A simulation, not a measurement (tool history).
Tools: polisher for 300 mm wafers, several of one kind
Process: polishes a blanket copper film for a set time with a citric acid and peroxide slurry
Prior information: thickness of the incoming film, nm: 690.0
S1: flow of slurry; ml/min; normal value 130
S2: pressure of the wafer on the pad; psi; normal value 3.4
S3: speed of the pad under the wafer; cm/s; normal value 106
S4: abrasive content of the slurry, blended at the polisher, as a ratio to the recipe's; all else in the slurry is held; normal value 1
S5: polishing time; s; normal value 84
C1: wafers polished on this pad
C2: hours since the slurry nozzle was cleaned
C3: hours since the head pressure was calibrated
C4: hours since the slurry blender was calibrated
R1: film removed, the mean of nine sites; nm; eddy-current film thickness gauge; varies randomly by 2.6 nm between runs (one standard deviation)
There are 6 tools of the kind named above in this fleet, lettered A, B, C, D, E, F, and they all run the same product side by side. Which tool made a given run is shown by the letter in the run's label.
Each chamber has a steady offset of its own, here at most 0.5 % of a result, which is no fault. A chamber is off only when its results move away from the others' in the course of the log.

| run | hour | S1 | S2 | S3 | S4 | S5 | C1 | C2 | C3 | C4 | R1 |
|---|---|---|---|---|---|---|---|---|---|---|---|
|  | 9.2 | chamber D: worn pad replaced by a new one |
| 1D | 15.6 | 130 | 3.4 | 106 | 1 | 84 | 73 | 381.9 | 292.7 | 344 | 240.85 |
|  | 15.8 | chamber A: worn pad replaced by a new one |
|  | 20.4 | chamber E: head pressure recalibrated |
| 2C | 24.2 | 130 | 3.4 | 106 | 1 | 84 | 633 | 234.2 | 201.4 | 106.1 | 231.99 |
| 3A | 39.7 | 130 | 3.4 | 106 | 1 | 84 | 272 | 207.6 | 844 | 134.4 | 240.4 |
|  | 42.9 | chamber E: worn pad replaced by a new one |
|  | 45.9 | chamber B: worn pad replaced by a new one |
|  | 47.6 | chamber E: slurry blender recalibrated |
| 4B | 51.5 | 130 | 3.4 | 106 | 1 | 84 | 64 | 629.1 | 240.8 | 411.5 | 240.43 |
| 5E | 60.1 | 130 | 4 | 106 | 1 | 63 | 196 | 324.3 | 39.7 | 12.5 | 208.36 |
|  | 72.4 | chamber B: slurry blender recalibrated |
| 6F | 73.2 | 130 | 4 | 106 | 1 | 63 | 954 | 97.9 | 257.9 | 191 | 207.01 |
|  | 73.5 | chamber F: worn pad replaced by a new one |
|  | 84.7 | chamber D: head pressure recalibrated |
| 7B | 86.2 | 130 | 4 | 106 | 1 | 63 | 459 | 663.8 | 275.5 | 13.9 | 208.23 |
|  | 99 | chamber A: worn pad replaced by a new one |
|  | 99.2 | chamber B: slurry nozzle cleaned |
| 8C | 101.5 | 130 | 4 | 106 | 1 | 63 | 1513 | 311.5 | 278.7 | 183.4 | 203.64 |
| 9F | 108.9 | 130 | 4 | 106 | 1 | 63 | 403 | 133.6 | 293.6 | 226.7 | 207.49 |
| 10E | 120.1 | 130 | 4 | 106 | 1 | 63 | 879 | 384.3 | 99.7 | 72.5 | 210.19 |
|  | 127 | chamber D: worn pad replaced by a new one |
| 11D | 131.4 | 130 | 3.4 | 106 | 1 | 84 | 50 | 497.7 | 46.8 | 459.8 | 238.87 |
|  | 131.7 | chamber E: worn pad replaced by a new one |
| 12A | 143.7 | 130 | 3.9 | 106 | 1 | 71 | 509 | 311.6 | 948 | 238.4 | 226.27 |
|  | 149.8 | chamber D: slurry blender recalibrated |
| 13E | 157.3 | 130 | 3.9 | 106 | 1 | 71 | 291 | 421.5 | 136.9 | 109.7 | 225.31 |
| 14D | 165.3 | 130 | 3.9 | 106 | 1 | 71 | 436 | 531.6 | 80.7 | 15.5 | 227.64 |
|  | 171 | chamber B: worn pad replaced by a new one |
|  | 178.2 | chamber F: worn pad replaced by a new one |
| 15A | 181.2 | 130 | 3.9 | 106 | 1 | 71 | 936 | 349.1 | 985.5 | 275.9 | 228.99 |
|  | 188.2 | chamber F: slurry blender recalibrated |
|  | 191.3 | chamber A: worn pad replaced by a new one |
| 16B | 196.1 | 130 | 3.9 | 106 | 1 | 71 | 286 | 97 | 385.4 | 123.8 | 229.29 |
|  | 196.8 | chamber C: slurry blender recalibrated |
| 17C | 207.8 | 130 | 3.9 | 106 | 1 | 71 | 2723 | 417.8 | 385 | 11.1 | 219.15 |
| 18F | 223.1 | 130 | 4.2 | 106 | 1 | 84 | 511 | 247.8 | 407.8 | 35 | 288.34 |
|  | 225 | chamber C: head pressure recalibrated |
|  | 226.9 | chamber E: worn pad replaced by a new one |
| 19B | 238.5 | 130 | 4.2 | 106 | 1 | 84 | 769 | 139.4 | 427.8 | 166.2 | 292.25 |
|  | 239.9 | chamber C: slurry nozzle cleaned |
|  | 244.3 | chamber D: worn pad replaced by a new one |
| 20E | 248.6 | 130 | 4.2 | 106 | 1 | 84 | 247 | 512.8 | 228.2 | 201 | 287.27 |
| 21C | 256.5 | 130 | 4.2 | 106 | 1 | 84 | 3278 | 16.7 | 31.5 | 59.8 | 284.23 |
| 22F | 264.8 | 130 | 4.2 | 106 | 1 | 84 | 986 | 289.5 | 449.5 | 76.7 | 295.4 |
|  | 274.1 | chamber A: worn pad replaced by a new one |
| 23D | 280.4 | 130 | 4.2 | 106 | 1 | 84 | 411 | 646.7 | 195.8 | 130.6 | 296.47 |
|  | 281.6 | chamber F: worn pad replaced by a new one |
|  | 287.9 | chamber B: worn pad replaced by a new one |
| 24A | 291.1 | 130 | 3.4 | 106 | 1 | 84 | 193 | 459 | 1095.4 | 385.8 | 237.18 |
| 25A | 307.6 | 130 | 3.4 | 106 | 1 | 84 | 381 | 475.5 | 1111.9 | 402.3 | 237.29 |
|  | 313.1 | chamber A: slurry blender recalibrated |
| 26E | 319 | 130 | 3.4 | 106 | 1 | 84 | 1048 | 583.2 | 298.6 | 271.4 | 238.24 |
|  | 319.4 | chamber E: worn pad replaced by a new one |
|  | 329.5 | chamber E: head pressure recalibrated |
| 27B | 330.9 | 130 | 3.4 | 106 | 1 | 84 | 489 | 231.8 | 520.2 | 258.6 | 239.49 |
| 28C | 344 | 130 | 3.4 | 106 | 1 | 84 | 4274 | 104.2 | 119 | 147.3 | 220.36 |
|  | 356.8 | chamber D: head pressure recalibrated |
| 29D | 360.5 | 130 | 3.4 | 106 | 1 | 84 | 1323 | 726.8 | 3.7 | 210.7 | 233.4 |
|  | 364.2 | chamber B: head pressure recalibrated |
|  | 366.5 | chamber D: worn pad replaced by a new one |
|  | 366.7 | chamber A: worn pad replaced by a new one |
| 30F | 370.2 | 130 | 3.4 | 106 | 1 | 84 | 1008 | 394.9 | 554.9 | 182.1 | 232.41 |
|  | 374.9 | chamber E: slurry nozzle cleaned |
| 31D | 379.8 | 130 | 3.4 | 106 | 1 | 84 | 152 | 746.1 | 23 | 230 | 236.41 |
|  | 386.5 | chamber A: slurry nozzle cleaned |
|  | 388.3 | chamber F: worn pad replaced by a new one |
| 32B | 391.8 | 130 | 3.4 | 106 | 1.15 | 74 | 1182 | 292.7 | 27.6 | 319.5 | 214.54 |
|  | 403.9 | chamber B: worn pad replaced by a new one |
| 33C | 404.3 | 130 | 3.4 | 106 | 1.15 | 74 | 4960 | 164.5 | 179.3 | 207.6 | 202.55 |
|  | 404.7 | chamber E: worn pad replaced by a new one |
|  | 413.9 | chamber E: slurry blender recalibrated |
| 34E | 419.3 | 130 | 3.4 | 106 | 1.15 | 74 | 167 | 44.4 | 89.9 | 5.5 | 216.21 |
| 35F | 433.3 | 130 | 3.4 | 106 | 1.15 | 74 | 513 | 458 | 618 | 245.2 | 216.11 |
| 36A | 441.7 | 130 | 3.4 | 106 | 1.15 | 74 | 854 | 55.3 | 1246 | 128.7 | 213.08 |
| 37F | 452.9 | 130 | 3.4 | 106 | 1.15 | 74 | 736 | 477.6 | 637.6 | 264.8 | 219.79 |
| 38B | 468.9 | 100 | 3.4 | 106 | 1 | 84 | 740 | 369.8 | 104.7 | 396.6 | 227.25 |
| 39C | 480.5 | 100 | 3.4 | 106 | 1 | 84 | 5828 | 240.7 | 255.5 | 283.8 | 202.6 |

Does one chamber stand apart from the rest, does the shared gauge drift, or is all well apart from small per-chamber offsets? Give the chamber and the most likely cause, where there is one.

It is chamber C that slowly wanders off from its peers.
Likeliest cause: removal rate lost through wear of the pad, % = 10.

Below are 4 candidate recipes for chamber C's next run, each the usual settings with a change, their results shown as question marks. Which of them brings C's results back in line with what the other chambers give on the usual settings?
To be in line, a result may differ from the other chambers' mean on the usual settings by at most: R1 9 nm
| 40C-1 | 492.4 | 130 | 3.4 | 128 | 1 | 84 |  |  |  |  | ? |
| 40C-2 | 492.4 | 130 | 3.2 | 100 | 1 | 79 |  |  |  |  | ? |
| 40C-3 | 492.4 | 135 | 3.4 | 118 | 1 | 84 |  |  |  |  | ? |
| 40C-4 | 492.4 | 130 | 3.1 | 106 | 1 | 84 |  |  |  |  | ? |

Mean of the other chambers on the usual settings: R1 236.64 nm
| run | R1 |
|---|---|
| 40C-1 | 256.99 |
| 40C-2 | 179.14 |
| 40C-3 | 239.19 |
| 40C-4 | 195.33 |
40C-3 puts the chamber back in line with the other chambers.
